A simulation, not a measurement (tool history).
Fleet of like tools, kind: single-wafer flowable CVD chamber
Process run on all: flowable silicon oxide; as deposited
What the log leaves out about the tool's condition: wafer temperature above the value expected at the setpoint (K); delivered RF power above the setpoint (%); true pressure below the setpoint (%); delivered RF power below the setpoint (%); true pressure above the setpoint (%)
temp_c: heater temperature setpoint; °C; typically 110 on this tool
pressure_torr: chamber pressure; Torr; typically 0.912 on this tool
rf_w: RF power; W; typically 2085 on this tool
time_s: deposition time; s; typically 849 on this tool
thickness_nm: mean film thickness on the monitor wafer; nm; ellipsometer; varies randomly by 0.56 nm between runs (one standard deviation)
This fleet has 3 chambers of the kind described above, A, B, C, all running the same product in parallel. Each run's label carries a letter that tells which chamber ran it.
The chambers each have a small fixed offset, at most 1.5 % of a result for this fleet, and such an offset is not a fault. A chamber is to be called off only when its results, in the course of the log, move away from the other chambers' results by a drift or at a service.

| run | day | temp_c | pressure_torr | rf_w | time_s | hours since the last thermocouple change | hours since the last RF generator calibration | hours since the last manometer calibration | read-back reference wafer on the same gauge, thickness_nm | thickness_nm |
|---|---|---|---|---|---|---|---|---|---|---|
| 1B | 0.138 | 110 | 0.912 | 2085 | 849 | 899.3 | 244.2 | 500.5 | 524.02 | 441.33 |
| 2C | 0.258 | 110 | 0.912 | 2085 | 849 | 1874.6 | 601.1 | 582.8 | 524.04 | 440.68 |
| 3A | 0.392 | 110 | 0.912 | 2085 | 849 | 1112.1 | 272.1 | 555.4 | 524.32 | 444.7 |
| 4C | 0.625 | 110 | 0.912 | 2085 | 849 | 1883.4 | 609.9 | 591.6 | 524.1 | 440.58 |
| 5B | 0.762 | 110 | 0.912 | 2085 | 849 | 914.3 | 259.2 | 515.5 | 524.22 | 442.51 |
| 6A | 1 | 110 | 0.912 | 2085 | 849 | 1126.7 | 286.7 | 570 | 524.48 | 445.81 |
| 7B | 1.117 | 110 | 0.912 | 2085 | 849 | 922.8 | 267.7 | 524 | 524.55 | 443.15 |
| 8A | 1.292 | 110 | 0.912 | 2085 | 849 | 1133.7 | 293.7 | 577 | 524.6 | 444.83 |
| 9C | 1.462 | 110 | 0.912 | 2085 | 849 | 1903.5 | 630 | 611.7 | 524.5 | 440.7 |
| 10B | 1.675 | 110 | 0.912 | 2085 | 849 | 936.2 | 281.1 | 537.4 | 524.77 | 442.84 |
| 11C | 1.85 | 110 | 0.912 | 2085 | 849 | 1912.8 | 639.3 | 621 | 524.61 | 441.35 |
| 12A | 2.033 | 110 | 0.912 | 2085 | 849 | 1151.5 | 311.5 | 594.8 | 524.76 | 446.79 |
| 13C | 2.238 | 110 | 0.912 | 2085 | 849 | 1922.1 | 648.6 | 630.3 | 524.9 | 440.89 |
| 14A | 2.45 | 110 | 0.912 | 2085 | 849 | 1161.5 | 321.5 | 604.8 | 524.83 | 445.7 |
| 15B | 2.575 | 110 | 0.912 | 2085 | 849 | 957.8 | 302.7 | 559 | 524.92 | 442.35 |
| 16C | 2.762 | 110 | 0.912 | 2085 | 849 | 1934.7 | 661.2 | 642.9 | 525.02 | 441.82 |
| 17B | 2.879 | 110 | 0.912 | 2085 | 849 | 965.1 | 310 | 566.3 | 525.09 | 443.43 |
| 18A | 3.004 | 110 | 0.912 | 2085 | 849 | 1174.8 | 334.8 | 618.1 | 525.28 | 446.48 |
| 19A | 3.15 | 110 | 0.912 | 2085 | 849 | 1178.3 | 338.3 | 621.6 | 525.34 | 444.55 |
| 20B | 3.4 | 110 | 0.912 | 2085 | 849 | 977.6 | 322.5 | 578.8 | 525.44 | 442.84 |
| 21C | 3.629 | 110 | 0.912 | 2085 | 849 | 1955.5 | 682 | 663.7 | 525.35 | 441.92 |
| 22C | 3.871 | 110 | 0.912 | 2085 | 849 | 1961.3 | 687.8 | 669.5 | 525.3 | 442.9 |
| 23A | 3.988 | 110 | 0.912 | 2085 | 849 | 1198.4 | 358.4 | 641.7 | 525.44 | 445.38 |
| 24B | 4.142 | 110 | 0.912 | 2085 | 849 | 995.4 | 340.3 | 596.6 | 525.5 | 442.23 |
| 25C | 4.367 | 110 | 0.912 | 2085 | 849 | 1973.2 | 699.7 | 681.4 | 525.63 | 441.94 |
| 26B | 4.512 | 110 | 0.912 | 2085 | 849 | 1004.3 | 349.2 | 605.5 | 525.79 | 443.33 |
| 27A | 4.729 | 110 | 0.912 | 2085 | 849 | 1216.2 | 376.2 | 659.5 | 525.75 | 445.9 |
| 28A | 4.988 | 110 | 0.912 | 2085 | 849 | 1222.4 | 382.4 | 665.7 | 525.98 | 445.93 |
| 29C | 5.204 | 110 | 0.912 | 2085 | 849 | 1993.3 | 719.8 | 701.5 | 525.99 | 440.96 |
| 30B | 5.425 | 110 | 0.912 | 2085 | 849 | 1026.2 | 371.1 | 627.4 | 526.25 | 443.77 |
| 31B | 5.617 | 110 | 0.912 | 2085 | 849 | 1030.8 | 375.7 | 632 | 526.22 | 443.78 |
| 32A | 5.742 | 110 | 0.912 | 2085 | 849 | 1240.5 | 400.5 | 683.8 | 526.19 | 447.4 |
| 33C | 5.9 | 110 | 0.912 | 2085 | 849 | 2010 | 736.5 | 718.2 | 526.21 | 442.5 |
| 34C | 6.146 | 96 | 0.912 | 2085 | 849 | 2015.9 | 742.4 | 724.1 | 526.33 | 702.46 |
| 35A | 6.288 | 96 | 0.912 | 2085 | 849 | 1253.6 | 413.6 | 696.9 | 526.3 | 712.3 |
| 36B | 6.504 | 96 | 0.912 | 2085 | 849 | 1052.1 | 397 | 653.3 | 526.46 | 704.85 |
| 37A | 6.642 | 110 | 1.123 | 2250 | 849 | 1262.1 | 422.1 | 705.4 | 526.66 | 581.1 |
| 38B | 6.892 | 110 | 1.123 | 2250 | 849 | 1061.4 | 406.3 | 662.6 | 526.67 | 577.26 |
| 39C | 7.129 | 110 | 1.123 | 2250 | 849 | 2039.5 | 766 | 747.7 | 526.68 | 574.46 |

Is one chamber out of step, is the gauge drifting, or do the chambers differ by no more than their own small offsets? For an off chamber, give its letter and the likeliest cause.

The gauge drifts, so all chambers seem to drift together. No chamber is off.
Likeliest cause: gauge reads high (%) = 0.521.
